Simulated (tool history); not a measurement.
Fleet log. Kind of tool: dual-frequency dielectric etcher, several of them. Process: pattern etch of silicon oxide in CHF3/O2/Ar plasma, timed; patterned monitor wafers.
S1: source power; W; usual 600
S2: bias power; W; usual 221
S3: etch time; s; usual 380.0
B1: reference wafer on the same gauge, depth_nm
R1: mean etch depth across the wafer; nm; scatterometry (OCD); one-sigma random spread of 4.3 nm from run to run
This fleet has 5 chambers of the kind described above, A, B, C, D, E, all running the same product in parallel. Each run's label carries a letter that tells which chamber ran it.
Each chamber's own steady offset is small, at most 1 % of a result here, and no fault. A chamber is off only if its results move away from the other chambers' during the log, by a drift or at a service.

Run 1A, hour 4.6: usual settings; B1 812.78. Result: R1 803.96 nm.
Run 2C, hour 12.1: usual settings; B1 812.40. Result: R1 804.01 nm.
Run 3D, hour 19.1: usual settings; B1 812.21. Result: R1 797.78 nm.
Run 4B, hour 27.7: usual settings; B1 812.34. Result: R1 819.68 nm.
Run 5E, hour 34.4: usual settings; B1 811.96. Result: R1 812.31 nm.
Run 6C, hour 44.8: usual settings; B1 812.73. Result: R1 806.90 nm.
Run 7D, hour 55.2: usual settings but S2 268 W, S3 276.0 s; B1 811.52. Result: R1 627.12 nm.
Run 8B, hour 62.7: usual settings but S2 268 W, S3 276.0 s; B1 812.23. Result: R1 634.98 nm.
Run 9E, hour 68.4: usual settings but S2 268 W, S3 276.0 s; B1 812.33. Result: R1 635.28 nm.
At hour 75.9: chamber C: wet clean of the chamber.
Run 10A, hour 76.2: usual settings but S2 268 W, S3 276.0 s; B1 811.82. Result: R1 620.23 nm.
Run 11A, hour 84.7: usual settings but S2 268 W, S3 276.0 s; B1 811.05. Result: R1 617.61 nm.
Run 12B, hour 92.2: usual settings; B1 811.33. Result: R1 806.09 nm.
Run 13D, hour 101.2: usual settings; B1 812.14. Result: R1 809.22 nm.
Run 14E, hour 109.5: usual settings; B1 811.35. Result: R1 818.91 nm.
Run 15C, hour 119.3: usual settings; B1 811.58. Result: R1 802.80 nm.
Run 16D, hour 129.1: usual settings; B1 812.65. Result: R1 804.83 nm.
Run 17A, hour 135.6: usual settings; B1 812.35. Result: R1 792.10 nm.
Run 18C, hour 141.5: usual settings; B1 811.76. Result: R1 800.82 nm.
Run 19E, hour 149.3: usual settings; B1 812.26. Result: R1 827.13 nm.
Run 20B, hour 154.1: usual settings; B1 812.41. Result: R1 808.68 nm.
Run 21E, hour 161.2: usual settings; B1 811.85. Result: R1 822.02 nm.
Run 22B, hour 169.0: usual settings; B1 811.81. Result: R1 808.71 nm.
Run 23A, hour 179.4: usual settings; B1 811.98. Result: R1 806.51 nm.
Run 24C, hour 185.2: usual settings; B1 812.06. Result: R1 801.06 nm.
Run 25D, hour 191.4: usual settings but S3 470.5 s; B1 811.02. Result: R1 997.89 nm.
Run 26B, hour 201.1: usual settings but S3 470.5 s; B1 812.06. Result: R1 1013.80 nm.
Run 27C, hour 208.1: usual settings but S3 470.5 s; B1 812.76. Result: R1 994.46 nm.
Run 28E, hour 213.7: usual settings but S3 470.5 s; B1 811.99. Result: R1 1026.40 nm.
Run 29A, hour 220.1: usual settings but S3 470.5 s; B1 812.57. Result: R1 987.16 nm.
Run 30D, hour 225.8: usual settings; B1 812.02. Result: R1 801.33 nm.
Run 31D, hour 230.7: usual settings but S1 680 W, S2 269 W; B1 812.45. Result: R1 906.46 nm.
Run 32B, hour 239.7: usual settings but S1 680 W, S2 269 W; B1 812.00. Result: R1 910.02 nm.
Run 33A, hour 250.0: usual settings but S1 680 W, S2 269 W; B1 811.90. Result: R1 898.10 nm.
Run 34C, hour 255.8: usual settings but S1 680 W, S2 269 W; B1 812.16. Result: R1 901.64 nm.
Run 35E, hour 265.5: usual settings but S1 680 W, S2 269 W; B1 811.63. Result: R1 941.86 nm.

Next, every chamber runs the same settings. What will each give?
Run 36A, hour 273.0: usual settings but S1 670 W. Result: R1 ?.
Run 36B, hour 273.0: usual settings but S1 670 W. Result: R1 ?.
Run 36C, hour 273.0: usual settings but S1 670 W. Result: R1 ?.
Run 36D, hour 273.0: usual settings but S1 670 W. Result: R1 ?.
Run 36E, hour 273.0: usual settings but S1 670 W. Result: R1 ?.

run      R1
36A  834.82
36B  848.59
36C  838.48
36D  848.39
36E  876.96

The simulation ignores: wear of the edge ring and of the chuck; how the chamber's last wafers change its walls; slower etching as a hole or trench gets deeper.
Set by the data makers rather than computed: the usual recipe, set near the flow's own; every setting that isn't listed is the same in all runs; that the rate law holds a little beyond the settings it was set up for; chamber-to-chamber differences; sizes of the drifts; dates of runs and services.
